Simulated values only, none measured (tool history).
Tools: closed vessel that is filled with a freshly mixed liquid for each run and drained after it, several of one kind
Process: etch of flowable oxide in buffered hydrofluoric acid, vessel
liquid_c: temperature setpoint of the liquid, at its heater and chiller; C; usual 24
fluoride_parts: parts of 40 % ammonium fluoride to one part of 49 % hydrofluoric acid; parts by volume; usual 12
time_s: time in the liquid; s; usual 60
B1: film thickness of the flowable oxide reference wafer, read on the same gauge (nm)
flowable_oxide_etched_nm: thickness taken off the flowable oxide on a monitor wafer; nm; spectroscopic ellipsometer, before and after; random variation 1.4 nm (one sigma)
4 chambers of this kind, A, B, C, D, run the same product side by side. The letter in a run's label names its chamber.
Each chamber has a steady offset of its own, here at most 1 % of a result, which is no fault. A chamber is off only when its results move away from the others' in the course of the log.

{"run": "1D", "day": 0.358, "liquid_c": 24, "fluoride_parts": 12, "time_s": 60, "B1": 120.01, "flowable_oxide_etched_nm": 187.57}
{"run": "2B", "day": 0.546, "liquid_c": 24, "fluoride_parts": 12, "time_s": 60, "B1": 120.01, "flowable_oxide_etched_nm": 186.24}
{"run": "3C", "day": 0.712, "liquid_c": 24, "fluoride_parts": 12, "time_s": 60, "B1": 120, "flowable_oxide_etched_nm": 187.25}
{"run": "4A", "day": 0.917, "liquid_c": 24, "fluoride_parts": 12, "time_s": 60, "B1": 120, "flowable_oxide_etched_nm": 184.69}
{"run": "5B", "day": 1.225, "liquid_c": 24, "fluoride_parts": 12, "time_s": 60, "B1": 120, "flowable_oxide_etched_nm": 188.93}
{"run": "6A", "day": 1.4, "liquid_c": 27.5, "fluoride_parts": 12, "time_s": 60, "B1": 120.01, "flowable_oxide_etched_nm": 225.41}
{"run": "7D", "day": 1.692, "liquid_c": 27.5, "fluoride_parts": 12, "time_s": 60, "B1": 120.01, "flowable_oxide_etched_nm": 223.77}
{"run": "8C", "day": 1.938, "liquid_c": 27.5, "fluoride_parts": 12, "time_s": 60, "B1": 120.01, "flowable_oxide_etched_nm": 226.96}
{"run": "9D", "day": 2.104, "liquid_c": 27.5, "fluoride_parts": 12, "time_s": 60, "B1": 119.99, "flowable_oxide_etched_nm": 224.97}
{"run": "10B", "day": 2.367, "liquid_c": 24, "fluoride_parts": 12, "time_s": 60, "B1": 120, "flowable_oxide_etched_nm": 187.23}
{"run": "11A", "day": 2.6, "liquid_c": 24, "fluoride_parts": 12, "time_s": 60, "B1": 119.99, "flowable_oxide_etched_nm": 187.64}
{"run": "12C", "day": 2.771, "liquid_c": 24, "fluoride_parts": 12, "time_s": 60, "B1": 119.99, "flowable_oxide_etched_nm": 188.88}
{"run": "13A", "day": 2.988, "liquid_c": 24, "fluoride_parts": 12, "time_s": 60, "B1": 120.01, "flowable_oxide_etched_nm": 188.29}
{"run": "14D", "day": 3.3, "liquid_c": 24, "fluoride_parts": 12, "time_s": 60, "B1": 120, "flowable_oxide_etched_nm": 186.06}
{"run": "15C", "day": 3.662, "liquid_c": 24, "fluoride_parts": 12, "time_s": 60, "B1": 120, "flowable_oxide_etched_nm": 188.92}
{"run": "16B", "day": 3.933, "liquid_c": 24, "fluoride_parts": 12, "time_s": 60, "B1": 120.01, "flowable_oxide_etched_nm": 189.01}
{"run": "17B", "day": 4.175, "liquid_c": 24, "fluoride_parts": 12, "time_s": 60, "B1": 120.01, "flowable_oxide_etched_nm": 186.07}
{"run": "18C", "day": 4.512, "liquid_c": 24, "fluoride_parts": 12, "time_s": 60, "B1": 119.99, "flowable_oxide_etched_nm": 186.78}
{"run": "19A", "day": 4.767, "liquid_c": 24, "fluoride_parts": 12, "time_s": 60, "B1": 120, "flowable_oxide_etched_nm": 188.11}
{"day": 4.833, "done": "chamber D: hydrofluoric acid flow meter replaced"}
{"run": "20D", "day": 4.954, "liquid_c": 24, "fluoride_parts": 12, "time_s": 60, "B1": 120, "flowable_oxide_etched_nm": 186.05}
{"run": "21D", "day": 5.329, "liquid_c": 24, "fluoride_parts": 12, "time_s": 60, "B1": 120, "flowable_oxide_etched_nm": 186.24}
{"run": "22C", "day": 5.579, "liquid_c": 24, "fluoride_parts": 12, "time_s": 60, "B1": 120.01, "flowable_oxide_etched_nm": 186}
{"run": "23A", "day": 5.933, "liquid_c": 24, "fluoride_parts": 12, "time_s": 60, "B1": 120, "flowable_oxide_etched_nm": 183.35}
{"run": "24B", "day": 6.288, "liquid_c": 24, "fluoride_parts": 9, "time_s": 60, "B1": 119.99, "flowable_oxide_etched_nm": 239.09}
{"run": "25A", "day": 6.475, "liquid_c": 24, "fluoride_parts": 9, "time_s": 60, "B1": 119.99, "flowable_oxide_etched_nm": 234.45}
{"run": "26B", "day": 6.754, "liquid_c": 24, "fluoride_parts": 9, "time_s": 60, "B1": 120, "flowable_oxide_etched_nm": 239.64}
{"run": "27D", "day": 7.112, "liquid_c": 24, "fluoride_parts": 9, "time_s": 60, "B1": 120.01, "flowable_oxide_etched_nm": 236.57}
{"run": "28C", "day": 7.458, "liquid_c": 24, "fluoride_parts": 12, "time_s": 60, "B1": 120.01, "flowable_oxide_etched_nm": 187.7}
{"run": "29A", "day": 7.775, "liquid_c": 24, "fluoride_parts": 12, "time_s": 60, "B1": 119.99, "flowable_oxide_etched_nm": 180.2}
{"run": "30D", "day": 8.062, "liquid_c": 24, "fluoride_parts": 12, "time_s": 60, "B1": 119.98, "flowable_oxide_etched_nm": 183.9}
{"run": "31B", "day": 8.312, "liquid_c": 28.5, "fluoride_parts": 12, "time_s": 40, "B1": 120, "flowable_oxide_etched_nm": 159.65}
{"run": "32C", "day": 8.533, "liquid_c": 28.5, "fluoride_parts": 12, "time_s": 40, "B1": 120, "flowable_oxide_etched_nm": 158.75}
{"run": "33A", "day": 8.754, "liquid_c": 28.5, "fluoride_parts": 12, "time_s": 40, "B1": 120.01, "flowable_oxide_etched_nm": 150.64}
{"run": "34C", "day": 9.021, "liquid_c": 28.5, "fluoride_parts": 12, "time_s": 40, "B1": 120.02, "flowable_oxide_etched_nm": 162.19}
{"run": "35D", "day": 9.242, "liquid_c": 25.5, "fluoride_parts": 12, "time_s": 75, "B1": 119.99, "flowable_oxide_etched_nm": 252.46}
{"run": "36B", "day": 9.458, "liquid_c": 25.5, "fluoride_parts": 12, "time_s": 75, "B1": 119.99, "flowable_oxide_etched_nm": 255.1}
{"run": "37B", "day": 9.833, "liquid_c": 25.5, "fluoride_parts": 12, "time_s": 75, "B1": 120.02, "flowable_oxide_etched_nm": 252.86}
{"run": "38D", "day": 10.058, "liquid_c": 25.5, "fluoride_parts": 12, "time_s": 75, "B1": 120, "flowable_oxide_etched_nm": 253.58}
{"run": "39A", "day": 10.246, "liquid_c": 22.5, "fluoride_parts": 12, "time_s": 30, "B1": 120.02, "flowable_oxide_etched_nm": 81.339}
{"run": "40C", "day": 10.492, "liquid_c": 22.5, "fluoride_parts": 12, "time_s": 30, "B1": 120, "flowable_oxide_etched_nm": 86.321}
{"run": "41B", "day": 10.704, "liquid_c": 22.5, "fluoride_parts": 12, "time_s": 30, "B1": 120.02, "flowable_oxide_etched_nm": 86.509}
{"run": "42D", "day": 10.988, "liquid_c": 22.5, "fluoride_parts": 12, "time_s": 30, "B1": 119.99, "flowable_oxide_etched_nm": 85.894}
{"run": "43A", "day": 11.254, "liquid_c": 24, "fluoride_parts": 12, "time_s": 60, "B1": 120, "flowable_oxide_etched_nm": 172.45}
{"run": "44C", "day": 11.458, "liquid_c": 24, "fluoride_parts": 12, "time_s": 60, "B1": 120, "flowable_oxide_etched_nm": 186.32}

What goes on in this fleet: one chamber off, a drifting gauge, or nothing beyond the chambers' own small offsets? Name the chamber and the cause, if any.

Chamber A drifts away from the others.
Cause: liquid colder than its thermometer reads (K) = 1.41.
The log may not tell that from: hydrofluoric acid flow below the setpoint (%).

Here are 4 candidates for chamber A's next run, each the usual settings with a change, their results left as question marks. Which one brings its results back in line with what the others give on the usual settings?
In line means no further than this from the other chambers' mean on the usual settings: flowable_oxide_etched_nm 5.1 nm
{"run": "45A-1", "day": 11.729, "liquid_c": 23.5, "fluoride_parts": 12.5, "time_s": 55, "flowable_oxide_etched_nm": "?"}
{"run": "45A-2", "day": 11.729, "liquid_c": 24.5, "fluoride_parts": 11.5, "time_s": 65, "flowable_oxide_etched_nm": "?"}
{"run": "45A-3", "day": 11.729, "liquid_c": 24, "fluoride_parts": 12, "time_s": 65, "flowable_oxide_etched_nm": "?"}
{"run": "45A-4", "day": 11.729, "liquid_c": 22.5, "fluoride_parts": 12, "time_s": 60, "flowable_oxide_etched_nm": "?"}

The other chambers' mean on the usual settings: flowable_oxide_etched_nm 186.93 nm
run=45A-1 flowable_oxide_etched_nm=148.54
run=45A-2 flowable_oxide_etched_nm=201.17
run=45A-3 flowable_oxide_etched_nm=187.83
run=45A-4 flowable_oxide_etched_nm=159.66
45A-3 brings the chamber back in line.
